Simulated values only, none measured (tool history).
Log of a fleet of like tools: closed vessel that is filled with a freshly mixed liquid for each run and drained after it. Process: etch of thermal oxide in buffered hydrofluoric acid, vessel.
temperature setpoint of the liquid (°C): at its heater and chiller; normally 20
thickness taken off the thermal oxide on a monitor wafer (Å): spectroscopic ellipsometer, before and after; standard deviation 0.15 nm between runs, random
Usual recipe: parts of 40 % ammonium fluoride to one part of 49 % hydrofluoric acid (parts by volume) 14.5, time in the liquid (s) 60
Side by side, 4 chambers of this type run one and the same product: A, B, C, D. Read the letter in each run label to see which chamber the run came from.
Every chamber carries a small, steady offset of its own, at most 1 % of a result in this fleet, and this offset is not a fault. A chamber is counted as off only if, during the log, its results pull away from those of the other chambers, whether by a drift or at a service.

| run | hour | temperature setpoint of the liquid (°C) | parts of 40 % ammonium fluoride to one part of 49 % hydrofluoric acid (parts by volume) | time in the liquid (s) | read-back film thickness of the thermal oxide reference wafer, read on the same gauge (nm) | thickness taken off the thermal oxide on a monitor wafer (Å) |
|---|---|---|---|---|---|---|
| 1D | 6.1 | 20 | 14.5 | 60 | 139.99 | 379.36 |
| 2C | 16.9 | 20 | 14.5 | 60 | 139.99 | 380.52 |
| 3B | 23.2 | 20 | 14.5 | 60 | 140.03 | 383.63 |
| 4A | 32 | 20 | 14.5 | 60 | 139.97 | 382.28 |
| 5A | 42.5 | 20 | 14.5 | 60 | 139.98 | 383.05 |
| 6C | 53.4 | 20 | 14.5 | 60 | 139.98 | 385.76 |
| 7B | 62.6 | 20 | 14.5 | 60 | 140 | 383.63 |
| 8D | 69.9 | 20 | 14.5 | 60 | 140 | 382.09 |
| 9D | 76.5 | 20 | 14.5 | 60 | 140.01 | 381.72 |
| 10B | 81.6 | 20 | 14.5 | 60 | 139.99 | 383.46 |
| 11A | 92 | 20 | 14.5 | 60 | 139.95 | 383.05 |
| 12C | 100.3 | 20 | 14.5 | 60 | 140 | 383.72 |
| 13A | 105.3 | 20 | 14.5 | 60 | 140.02 | 384.67 |
| 14D | 113 | 20 | 14.5 | 60 | 140.01 | 378 |
| 15B | 118.3 | 20 | 17 | 90 | 139.98 | 492.16 |
| 16C | 127.2 | 20 | 17 | 90 | 139.99 | 490.67 |
| 17B | 136.6 | 20 | 17 | 90 | 140.01 | 488.89 |
| 18A | 146.8 | 20 | 17 | 90 | 140.06 | 490.07 |
| 19D | 152.1 | 20 | 14.5 | 60 | 140.03 | 373.83 |
| 20C | 156.9 | 20 | 14.5 | 60 | 139.98 | 381.69 |
| 21A | 167.4 | 20 | 14.5 | 60 | 140.01 | 383.25 |
| 22D | 178.2 | 22.5 | 19 | 60 | 139.98 | 329 |
| 23C | 183.8 | 22.5 | 19 | 60 | 140.03 | 339.02 |
| 24B | 188.5 | 22.5 | 19 | 60 | 139.98 | 337.31 |
|  | 191.2 | chamber A: thermometer replaced |
| 25C | 194.3 | 22.5 | 19 | 60 | 139.97 | 334.9 |
| 26B | 199.2 | 20 | 14.5 | 60 | 139.99 | 382.38 |
| 27A | 207.7 | 20 | 14.5 | 60 | 140.01 | 385.96 |
| 28D | 218.5 | 20 | 17 | 60 | 139.97 | 315.24 |
| 29D | 227.5 | 20 | 17 | 60 | 140.01 | 316.13 |
| 30A | 238.1 | 20 | 17 | 60 | 139.98 | 327.07 |
| 31B | 243.1 | 20 | 17 | 60 | 140 | 328.33 |
| 32C | 253.3 | 20 | 14.5 | 60 | 139.96 | 380.68 |
| 33D | 263.7 | 20 | 14.5 | 60 | 139.96 | 367.34 |
| 34C | 268.8 | 20 | 14.5 | 60 | 139.98 | 382.86 |
| 35A | 274.6 | 20 | 14.5 | 60 | 139.95 | 383.64 |
| 36B | 285.3 | 20 | 14.5 | 60 | 139.99 | 382.59 |
| 37B | 290.2 | 20 | 14.5 | 60 | 140 | 382.55 |
| 38D | 299.9 | 20 | 14.5 | 90 | 139.99 | 543.48 |
| 39C | 308 | 20 | 14.5 | 90 | 140 | 576.48 |

Does one chamber stand apart from the rest, does the shared gauge drift, or is all well apart from small per-chamber offsets? Give the chamber and the most likely cause, where there is one.

Chamber D drifts away from the others.
Cause: hydrofluoric acid flow below the setpoint (%) = 5.03.
The log may not separate it from: liquid colder than its thermometer reads (K).

Below are 4 candidate recipes for chamber D's next run, each the usual settings with a change, their results shown as question marks. Which of them brings D's results back in line with what the other chambers give on the usual settings?
Counts as in line when no further than this from what the other chambers average on the usual settings: thickness taken off the thermal oxide on a monitor wafer (Å) 5.1
| 40D-1 | 315.8 | 22 | 14.5 | 60 |  | ? |
| 40D-2 | 315.8 | 21 | 14.5 | 60 |  | ? |
| 40D-3 | 315.8 | 19 | 14.5 | 60 |  | ? |
| 40D-4 | 315.8 | 18 | 14.5 | 60 |  | ? |

What the other chambers average on the usual settings: thickness taken off the thermal oxide on a monitor wafer (Å) 382.98
| run | thickness taken off the thermal oxide on a monitor wafer (Å) |
|---|---|
| 40D-1 | 405.73 |
| 40D-2 | 383.6 |
| 40D-3 | 342.32 |
| 40D-4 | 323.1 |
With 40D-2, the chamber falls back in line with the rest.

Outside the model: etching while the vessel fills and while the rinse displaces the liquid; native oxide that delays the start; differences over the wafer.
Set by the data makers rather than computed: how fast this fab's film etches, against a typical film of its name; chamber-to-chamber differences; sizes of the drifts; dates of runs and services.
